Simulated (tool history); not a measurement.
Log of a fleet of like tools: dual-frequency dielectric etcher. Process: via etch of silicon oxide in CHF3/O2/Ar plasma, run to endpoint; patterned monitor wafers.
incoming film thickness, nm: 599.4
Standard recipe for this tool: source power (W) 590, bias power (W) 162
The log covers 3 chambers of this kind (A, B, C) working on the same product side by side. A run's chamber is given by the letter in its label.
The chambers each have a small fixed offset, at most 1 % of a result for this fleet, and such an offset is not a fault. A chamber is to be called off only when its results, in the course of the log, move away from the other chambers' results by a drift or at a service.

run   hour  source power (W)  bias power (W)  hours since the last wet clean  hours since the last source power generator calibration  hours since the last bias power generator calibration  endpoint time (s)
 1C    4.7               590             162                           271.9                                                   1285.5                                                 3205.5             318.24
 2B    7.8               590             162                           130.1                                                   1767.1                                                 1726.3             315.67
 3A   13.0               590             162                           371.6                                                   1342.0                                                 1960.2             315.47
 4B   17.7               590             162                           140.0                                                   1777.0                                                 1736.2             315.10
 5C   20.8               590             162                           288.0                                                   1301.6                                                 3221.6             315.92
 6A   23.4               680             196                           382.0                                                   1352.4                                                 1970.6             276.92
 7C   26.4               680             196                           293.6                                                   1307.2                                                 3227.2             281.23
 8B   31.2               680             196                           153.5                                                   1790.5                                                 1749.7             282.60
 9A   33.7               590             162                           392.3                                                   1362.7                                                 1980.9             315.81
10A   37.9               590             149                           396.5                                                   1366.9                                                 1985.1             324.35
11B   40.9               590             149                           163.2                                                   1800.2                                                 1759.4             324.42
12C   46.2               590             149                           313.4                                                   1327.0                                                 3247.0             325.61
13A   51.6               590             162                           410.2                                                   1380.6                                                 1998.8             313.74
14B   56.8               660             188                           179.1                                                   1816.1                                                 1775.3             289.87
15C   59.5               660             188                           326.7                                                   1340.3                                                 3260.3             287.80
16C   62.2               660             188                           329.4                                                   1343.0                                                 3263.0             287.69
17A   65.1               590             162                           423.7                                                   1394.1                                                 2012.3             314.44
18B   68.4               590             162                           190.7                                                   1827.7                                                 1786.9             316.34
19A   72.8               590             162                           431.4                                                   1401.8                                                 2020.0             315.27
20C   76.7               590             162                           343.9                                                   1357.5                                                 3277.5             314.56
21B   81.5               590             162                           203.8                                                   1840.8                                                 1800.0             317.00
22A   86.6               590             162                           445.2                                                   1415.6                                                 2033.8             315.37
23B   91.1               590             162                           213.4                                                   1850.4                                                 1809.6             316.59
24C   93.5               720             123                           360.7                                                   1374.3                                                 3294.3             316.83
25A   98.0               720             123                           456.6                                                   1427.0                                                 2045.2             316.66
26B  103.0               720             123                           225.3                                                   1862.3                                                 1821.5             319.86
27C  105.5               590             162                           372.7                                                   1386.3                                                 3306.3             311.27
28B  110.9               640             162                           233.2                                                   1870.2                                                 1829.4             307.56
29A  113.9               640             162                           472.5                                                   1442.9                                                 2061.1             305.33
30C  116.5               640             162                           383.7                                                   1397.3                                                 3317.3             305.39
31B  119.4               590             162                           241.7                                                   1878.7                                                 1837.9             315.61
32A  121.8               460             184                           480.4                                                   1450.8                                                 2069.0             330.25
33C  125.5               460             184                           392.7                                                   1406.3                                                 3326.3             329.48
34A  130.2               460             184                           488.8                                                   1459.2                                                 2077.4             331.97
35C  135.4               590             162                           402.6                                                   1416.2                                                 3336.2             313.27
     138.3  -- chamber A: wet clean of the chamber
36B  140.7               690             162                           263.0                                                   1900.0                                                 1859.2             295.58
37C  145.2               690             162                           412.4                                                   1426.0                                                 3346.0             294.16
38A  148.9               690             162                            10.7                                                   1477.9                                                 2096.1             297.55
39B  151.3               510             190                           273.6                                                   1910.6                                                 1869.8             316.36
40B  156.3               510             190                           278.6                                                   1915.6                                                 1874.8             315.46
41C  160.8               510             190                           428.0                                                   1441.6                                                 3361.6             310.61
42A  163.6               590             162                            25.4                                                   1492.6                                                 2110.8             314.64
43A  166.6               590             162                            28.4                                                   1495.6                                                 2113.8             313.59
44C  171.1               590             162                           438.3                                                   1451.9                                                 3371.9             310.17

Is one chamber off against the others, does the gauge drift, or is nothing wrong? If a chamber is off, say which, and what the likeliest cause is.

It is chamber C that slowly wanders off from its peers.
What lies behind it: etch rate over this chamber's usual, % = 2.09.
The log may not separate it from: source power that arrives over what is set, %.

Which of the 4 candidates below, each the usual settings with something changed and its results left as question marks, puts chamber C back in line with what the other chambers give on the usual settings?
A result is in line if it is within this distance of the other chambers' mean on the usual settings: endpoint time (s) 4.10
45C-1  174.9               560             162                                                                                                                                                                  ?
45C-2  174.9               590             171                                                                                                                                                                  ?
45C-3  174.9               650             162                                                                                                                                                                  ?
45C-4  174.9               590             142                                                                                                                                                                  ?

Mean of the other chambers on the usual settings: endpoint time (s) 315.40
  run  endpoint time (s)
45C-1             315.23
45C-2             303.50
45C-3             297.91
45C-4             322.80
It is 45C-1 that realigns the chamber with its peers.
